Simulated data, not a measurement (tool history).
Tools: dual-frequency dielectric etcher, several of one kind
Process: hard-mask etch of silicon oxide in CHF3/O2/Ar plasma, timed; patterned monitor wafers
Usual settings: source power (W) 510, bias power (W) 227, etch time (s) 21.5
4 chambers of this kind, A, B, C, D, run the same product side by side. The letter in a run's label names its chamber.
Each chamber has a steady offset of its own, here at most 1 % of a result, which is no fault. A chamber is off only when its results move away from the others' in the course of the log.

run	hour	source power (W)	bias power (W)	etch time (s)	read-back reference wafer on the same gauge, depth_nm	mean etch depth across the wafer (nm)
1D	10.7	510	227	21.5	47.631	43.31
# hour 15.4: chamber C: wet clean of the chamber
2C	23.3	510	227	21.5	47.61	43.505
3B	30	510	227	21.5	47.61	43.627
4A	44.5	510	227	21.5	47.652	43.24
5B	51.1	510	227	21.5	47.614	43.022
6A	63.9	510	203	18	47.536	34.682
7D	78.3	510	203	18	47.562	34.861
8C	89.1	510	203	18	47.612	35.143
# hour 95.1: chamber D: wet clean of the chamber
9D	99.9	510	203	18	47.62	34.777
10C	114.4	510	227	21.5	47.558	43.947
11B	128	510	227	17.5	47.595	35.136
12A	134.7	510	227	17.5	47.574	35.396
13D	145	510	227	17.5	47.61	35.355
14C	158.6	510	227	17.5	47.586	35.433
15A	173.1	510	227	21.5	47.616	43.305
# hour 181.8: chamber A: wet clean of the chamber
16B	182.4	510	227	21.5	47.53	43.421
17A	189.2	510	227	21.5	47.651	44.701
18D	195.8	510	227	21.5	47.57	43.189
19C	208.1	510	227	21.5	47.595	43.23
20B	217.2	510	227	21.5	47.58	43.338
21D	224.5	510	227	21.5	47.615	42.997
22B	236.3	510	227	21.5	47.599	43.454
23A	249	510	227	21.5	47.585	45.164
24C	261.4	510	227	21.5	47.586	43.734
25C	269.7	510	227	21.5	47.601	43.549
26A	281.8	550	227	16.5	47.556	35.555

All 4 chambers run these settings next. Forecast each chamber's results:
27A	292.6	510	227	21.5		?
27B	292.6	510	227	21.5		?
27C	292.6	510	227	21.5		?
27D	292.6	510	227	21.5		?

run	mean etch depth across the wafer (nm)
27A	44.678
27B	43.406
27C	43.563
27D	43.295

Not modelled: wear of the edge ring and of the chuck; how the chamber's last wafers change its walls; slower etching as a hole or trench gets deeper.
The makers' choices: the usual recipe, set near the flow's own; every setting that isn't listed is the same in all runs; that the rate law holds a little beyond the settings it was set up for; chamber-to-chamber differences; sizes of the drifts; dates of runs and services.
